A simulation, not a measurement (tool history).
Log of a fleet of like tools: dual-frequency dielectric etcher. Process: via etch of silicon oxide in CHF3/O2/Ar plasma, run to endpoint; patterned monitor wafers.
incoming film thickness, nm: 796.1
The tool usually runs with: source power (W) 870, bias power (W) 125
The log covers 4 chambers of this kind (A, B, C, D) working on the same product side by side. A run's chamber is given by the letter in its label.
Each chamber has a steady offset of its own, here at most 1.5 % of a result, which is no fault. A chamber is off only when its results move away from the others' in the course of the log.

{"run": "1D", "hour": 3.9, "source power (W)": 870, "bias power (W)": 125, "endpoint time (s)": 392.52}
{"run": "2C", "hour": 8.7, "source power (W)": 870, "bias power (W)": 125, "endpoint time (s)": 390.02}
{"run": "3B", "hour": 14.2, "source power (W)": 870, "bias power (W)": 125, "endpoint time (s)": 387.78}
{"run": "4A", "hour": 20.3, "source power (W)": 870, "bias power (W)": 125, "endpoint time (s)": 389.99}
{"run": "5A", "hour": 25.0, "source power (W)": 870, "bias power (W)": 135, "endpoint time (s)": 381.78}
{"run": "6D", "hour": 28.4, "source power (W)": 870, "bias power (W)": 135, "endpoint time (s)": 382.61}
{"run": "7B", "hour": 33.7, "source power (W)": 870, "bias power (W)": 135, "endpoint time (s)": 383.61}
{"run": "8C", "hour": 37.0, "source power (W)": 870, "bias power (W)": 135, "endpoint time (s)": 377.34}
{"run": "9B", "hour": 41.4, "source power (W)": 690, "bias power (W)": 113, "endpoint time (s)": 437.64}
{"run": "10D", "hour": 46.1, "source power (W)": 690, "bias power (W)": 113, "endpoint time (s)": 445.32}
{"run": "11A", "hour": 51.1, "source power (W)": 690, "bias power (W)": 113, "endpoint time (s)": 434.76}
{"run": "12C", "hour": 55.6, "source power (W)": 690, "bias power (W)": 113, "endpoint time (s)": 437.18}
{"run": "13A", "hour": 59.2, "source power (W)": 870, "bias power (W)": 147, "endpoint time (s)": 371.32}
{"run": "14C", "hour": 63.2, "source power (W)": 870, "bias power (W)": 147, "endpoint time (s)": 369.28}
{"run": "15D", "hour": 66.9, "source power (W)": 870, "bias power (W)": 147, "endpoint time (s)": 376.55}
{"run": "16B", "hour": 72.3, "source power (W)": 870, "bias power (W)": 147, "endpoint time (s)": 370.48}
{"run": "17C", "hour": 78.3, "source power (W)": 870, "bias power (W)": 125, "endpoint time (s)": 385.32}
{"run": "18B", "hour": 81.5, "source power (W)": 870, "bias power (W)": 125, "endpoint time (s)": 389.83}
{"run": "19D", "hour": 87.5, "source power (W)": 870, "bias power (W)": 125, "endpoint time (s)": 400.14}
{"run": "20A", "hour": 92.2, "source power (W)": 870, "bias power (W)": 125, "endpoint time (s)": 387.52}
{"run": "21C", "hour": 96.7, "source power (W)": 870, "bias power (W)": 125, "endpoint time (s)": 389.35}
{"run": "22D", "hour": 101.4, "source power (W)": 870, "bias power (W)": 125, "endpoint time (s)": 403.49}
{"hour": 103.4, "done": "chamber A: wet clean of the chamber"}
{"run": "23B", "hour": 104.6, "source power (W)": 870, "bias power (W)": 125, "endpoint time (s)": 388.24}
{"run": "24A", "hour": 108.3, "source power (W)": 790, "bias power (W)": 125, "endpoint time (s)": 401.4}
{"run": "25C", "hour": 113.9, "source power (W)": 790, "bias power (W)": 125, "endpoint time (s)": 405.62}
{"run": "26D", "hour": 119.3, "source power (W)": 790, "bias power (W)": 125, "endpoint time (s)": 419.58}
{"run": "27A", "hour": 124.4, "source power (W)": 790, "bias power (W)": 125, "endpoint time (s)": 400.87}
{"run": "28B", "hour": 130.2, "source power (W)": 870, "bias power (W)": 125, "endpoint time (s)": 385.55}
{"run": "29A", "hour": 134.7, "source power (W)": 870, "bias power (W)": 125, "endpoint time (s)": 388.25}
{"run": "30C", "hour": 139.9, "source power (W)": 870, "bias power (W)": 125, "endpoint time (s)": 388.31}
{"run": "31B", "hour": 143.4, "source power (W)": 870, "bias power (W)": 125, "endpoint time (s)": 384.6}

For the next run the whole fleet of 4 chambers uses the same settings. Give each chamber's results:
{"run": "32A", "hour": 148.2, "source power (W)": 800, "bias power (W)": 125, "endpoint time (s)": "?"}
{"run": "32B", "hour": 148.2, "source power (W)": 800, "bias power (W)": 125, "endpoint time (s)": "?"}
{"run": "32C", "hour": 148.2, "source power (W)": 800, "bias power (W)": 125, "endpoint time (s)": "?"}
{"run": "32D", "hour": 148.2, "source power (W)": 800, "bias power (W)": 125, "endpoint time (s)": "?"}

run=32A endpoint_time_(s)=400.82
run=32B endpoint_time_(s)=404.54
run=32C endpoint_time_(s)=403.11
run=32D endpoint_time_(s)=422.03

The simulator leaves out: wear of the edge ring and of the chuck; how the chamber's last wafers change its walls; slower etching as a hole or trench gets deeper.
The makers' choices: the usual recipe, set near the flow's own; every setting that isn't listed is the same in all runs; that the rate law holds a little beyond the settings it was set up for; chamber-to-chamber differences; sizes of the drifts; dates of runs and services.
